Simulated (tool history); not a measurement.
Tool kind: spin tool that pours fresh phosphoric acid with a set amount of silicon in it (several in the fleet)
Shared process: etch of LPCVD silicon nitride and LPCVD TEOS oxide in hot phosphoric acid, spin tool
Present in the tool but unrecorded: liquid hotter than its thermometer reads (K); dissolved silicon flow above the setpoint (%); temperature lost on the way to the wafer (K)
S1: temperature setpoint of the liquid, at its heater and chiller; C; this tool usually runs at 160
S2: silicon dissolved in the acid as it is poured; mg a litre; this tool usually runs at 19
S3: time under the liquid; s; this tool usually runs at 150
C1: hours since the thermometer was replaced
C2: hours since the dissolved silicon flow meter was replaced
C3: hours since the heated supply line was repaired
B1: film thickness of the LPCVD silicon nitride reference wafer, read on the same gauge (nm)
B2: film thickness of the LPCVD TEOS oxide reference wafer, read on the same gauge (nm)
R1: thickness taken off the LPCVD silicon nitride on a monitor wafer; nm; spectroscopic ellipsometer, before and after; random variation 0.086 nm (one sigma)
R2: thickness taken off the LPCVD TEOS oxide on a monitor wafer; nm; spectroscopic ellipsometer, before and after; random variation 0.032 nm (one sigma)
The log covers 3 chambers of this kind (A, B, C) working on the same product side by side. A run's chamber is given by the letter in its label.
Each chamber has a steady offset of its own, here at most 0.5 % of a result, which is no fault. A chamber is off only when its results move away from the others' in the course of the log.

Run 1C, day 0.433: usual settings; C1 391.8; C2 545.6; C3 2311.6; B1 109.98; B2 49.989. Result: R1 14.0830 nm, R2 0.32895 nm.
Run 2A, day 0.775: usual settings; C1 1242.6; C2 294.0; C3 744.2; B1 110.00; B2 49.964. Result: R1 14.4220 nm, R2 0.35783 nm.
Run 3B, day 1.325: usual settings; C1 1420.0; C2 447.3; C3 3211.1; B1 109.99; B2 49.986. Result: R1 14.2410 nm, R2 0.41662 nm.
Run 4B, day 1.692: usual settings; C1 1428.8; C2 456.1; C3 3219.9; B1 110.00; B2 50.034. Result: R1 14.2010 nm, R2 0.38781 nm.
Run 5A, day 2.004: usual settings but S3 105 s; C1 1272.1; C2 323.5; C3 773.7; B1 109.99; B2 49.975. Result: R1 9.9613 nm, R2 0.29913 nm.
Run 6C, day 2.325: usual settings but S3 105 s; C1 437.2; C2 591.0; C3 2357.0; B1 109.99; B2 49.988. Result: R1 9.8624 nm, R2 0.30618 nm.
Run 7C, day 2.592: usual settings but S3 105 s; C1 443.6; C2 597.4; C3 2363.4; B1 110.00; B2 50.022. Result: R1 9.8786 nm, R2 0.26931 nm.
Run 8B, day 2.921: usual settings; C1 1458.3; C2 485.6; C3 3249.4; B1 110.00; B2 50.002. Result: R1 14.2690 nm, R2 0.40500 nm.
Run 9A, day 3.488: usual settings; C1 1307.7; C2 359.1; C3 809.3; B1 109.99; B2 50.035. Result: R1 14.2270 nm, R2 0.40118 nm.
Run 10B, day 3.771: usual settings; C1 1478.7; C2 506.0; C3 3269.8; B1 109.99; B2 50.023. Result: R1 14.1110 nm, R2 0.37526 nm.
Run 11C, day 4.279: usual settings but S1 161 C, S3 230 s; C1 484.1; C2 637.9; C3 2403.9; B1 110.00; B2 50.023. Result: R1 22.3700 nm, R2 0.57566 nm.
At day 4.308: chamber C: dissolved silicon flow meter replaced.
Run 12A, day 4.746: usual settings but S1 161 C, S3 230 s; C1 1337.9; C2 389.3; C3 839.5; B1 110.00; B2 50.022. Result: R1 21.9220 nm, R2 0.65626 nm.
Run 13A, day 5.033: usual settings but S1 161 C, S3 230 s; C1 1344.8; C2 396.2; C3 846.4; B1 110.01; B2 49.992. Result: R1 21.9590 nm, R2 0.60963 nm.
Run 14C, day 5.592: usual settings; C1 515.6; C2 30.8; C3 2435.4; B1 110.01; B2 50.010. Result: R1 14.0810 nm, R2 0.37224 nm.
Run 15B, day 6.075: usual settings; C1 1534.0; C2 561.3; C3 3325.1; B1 110.01; B2 50.009. Result: R1 14.2380 nm, R2 0.40514 nm.
Run 16B, day 6.446: usual settings; C1 1542.9; C2 570.2; C3 3334.0; B1 110.00; B2 50.045. Result: R1 14.0140 nm, R2 0.38831 nm.
Run 17A, day 6.879: usual settings; C1 1389.1; C2 440.5; C3 890.7; B1 110.02; B2 49.992. Result: R1 13.4190 nm, R2 0.36496 nm.
Run 18C, day 7.204: usual settings but S1 157 C, S2 8 mg a litre; C1 554.3; C2 69.5; C3 2474.1; B1 109.99; B2 50.016. Result: R1 12.6290 nm, R2 0.38182 nm.
Run 19A, day 7.567: usual settings but S1 157 C, S2 8 mg a litre; C1 1405.6; C2 457.0; C3 907.2; B1 109.99; B2 50.030. Result: R1 12.0250 nm, R2 0.36913 nm.
Run 20B, day 7.908: usual settings but S1 157 C, S2 8 mg a litre; C1 1578.0; C2 605.3; C3 3369.1; B1 110.01; B2 49.973. Result: R1 12.8880 nm, R2 0.45415 nm.
Run 21C, day 8.204: usual settings; C1 578.3; C2 93.5; C3 2498.1; B1 110.01; B2 49.943. Result: R1 14.1430 nm, R2 0.42600 nm.
Run 22A, day 8.475: usual settings; C1 1427.4; C2 478.8; C3 929.0; B1 109.99; B2 50.029. Result: R1 13.0900 nm, R2 0.28866 nm.

Has any chamber moved away from the others, gradually or after a service, or does the common gauge drift, or do the chambers differ only by their own small steady offsets? State the chamber and the most likely cause if one applies.

Chamber A drifts away from the others.
Likeliest cause: temperature lost on the way to the wafer (K) = 2.58.
From this log alone, it may not be told apart from: liquid colder than its thermometer reads (K).

Here are 4 candidates for chamber A's next run, each the usual settings with a change, their results left as question marks. Which one brings its results back in line with what the others give on the usual settings?
Maximum distance from the other chambers' mean on the usual settings for a result to count as in line: R1 0.3000 nm; R2 0.11000 nm
Run 23A-1, day 8.883: usual settings but S2 18.0 mg a litre, S3 155 s. Result: R1 ?, R2 ?.
Run 23A-2, day 8.883: usual settings but S1 160.5 C, S2 15.5 mg a litre, S3 160 s. Result: R1 ?, R2 ?.
Run 23A-3, day 8.883: usual settings but S1 159.5 C, S2 22.5 mg a litre, S3 140 s. Result: R1 ?, R2 ?.
Run 23A-4, day 8.883: usual settings but S2 20.0 mg a litre, S3 145 s. Result: R1 ?, R2 ?.

The mean the other chambers reach with the usual settings: R1 14.1550 nm; R2 0.37959 nm
  run       R1       R2
23A-1  13.5070  0.32211
23A-2  14.1820  0.36758
23A-3  11.9940  0.24689
23A-4  12.6360  0.28504
The answer is 23A-2, which returns the chamber to within the allowed miss of the others.
